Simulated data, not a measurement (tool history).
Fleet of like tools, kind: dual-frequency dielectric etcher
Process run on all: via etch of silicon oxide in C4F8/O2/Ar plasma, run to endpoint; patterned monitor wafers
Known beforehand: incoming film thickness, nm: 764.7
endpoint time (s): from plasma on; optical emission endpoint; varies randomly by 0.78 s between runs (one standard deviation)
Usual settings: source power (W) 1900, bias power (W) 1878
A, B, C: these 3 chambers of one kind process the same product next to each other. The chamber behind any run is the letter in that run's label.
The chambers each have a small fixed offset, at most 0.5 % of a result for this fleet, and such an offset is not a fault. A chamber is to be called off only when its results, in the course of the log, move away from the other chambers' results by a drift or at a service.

run,hour,source power (W),bias power (W),hours since the last wet clean,hours since the last source power generator calibration,hours since the last bias power generator calibration,endpoint time (s)
1B,3.8,1900,1878,143.1,1790.7,1333.7,158.30
2A,8.3,1900,1878,284.6,1969.8,837.9,157.43
3C,13.5,1900,1878,244.4,1208.2,414.0,155.55
4C,21.7,1900,1878,252.6,1216.4,422.2,156.73
5B,25.9,1900,1878,165.2,1812.8,1355.8,156.61
6A,32.9,1900,1878,309.2,1994.4,862.5,156.87
7C,39.5,1900,1878,270.4,1234.2,440.0,156.47
8A,47.6,1900,1878,323.9,2009.1,877.2,157.56
9B,54.7,1900,1878,194.0,1841.6,1384.6,157.58
10B,62.6,2130,1878,201.9,1849.5,1392.5,152.62
11C,68.3,2130,1878,299.2,1263.0,468.8,148.52
12A,76.5,2130,1878,352.8,2038.0,906.1,150.75
13B,81.2,1900,1878,220.5,1868.1,1411.1,160.65
14A,89.4,1900,1878,365.7,2050.9,919.0,157.95
15C,94.8,1900,1878,325.7,1289.5,495.3,156.15
16B,98.7,1900,2041,238.0,1885.6,1428.6,155.83
17C,103.8,1900,2041,334.7,1298.5,504.3,152.00
18A,111.5,1900,2041,387.8,2073.0,941.1,153.80
19C,115.0,1900,1878,345.9,1309.7,515.5,156.28
20A,121.7,1900,1878,398.0,2083.2,951.3,156.43
21B,125.4,1900,1878,264.7,1912.3,1455.3,163.62
22C,130.6,1750,2057,361.5,1325.3,531.1,155.36
23B,136.4,1750,2057,275.7,1923.3,1466.3,162.67
24A,141.3,1750,2057,417.6,2102.8,970.9,157.84
25C,147.6,1900,1878,378.5,1342.3,548.1,155.99
# hour 152.3: chamber C: wet clean of the chamber
26A,153.8,1900,1878,430.1,2115.3,983.4,158.39
27B,161.5,1900,1459,300.8,1948.4,1491.4,175.35
28A,165.5,1900,1459,441.8,2127.0,995.1,168.56
29C,172.7,1900,1459,20.5,1367.4,573.2,166.48
30B,177.4,1900,1878,316.7,1964.3,1507.3,165.89
31C,183.4,1900,2068,31.2,1378.1,583.9,150.75
32A,188.9,1900,2068,465.2,2150.4,1018.5,152.57

All 3 chambers run these settings next. Forecast each chamber's results:
33A,194.8,1900,2240,,,,?
33B,194.8,1900,2240,,,,?
33C,194.8,1900,2240,,,,?

run,endpoint time (s)
33A,150.50
33B,159.17
33C,148.31
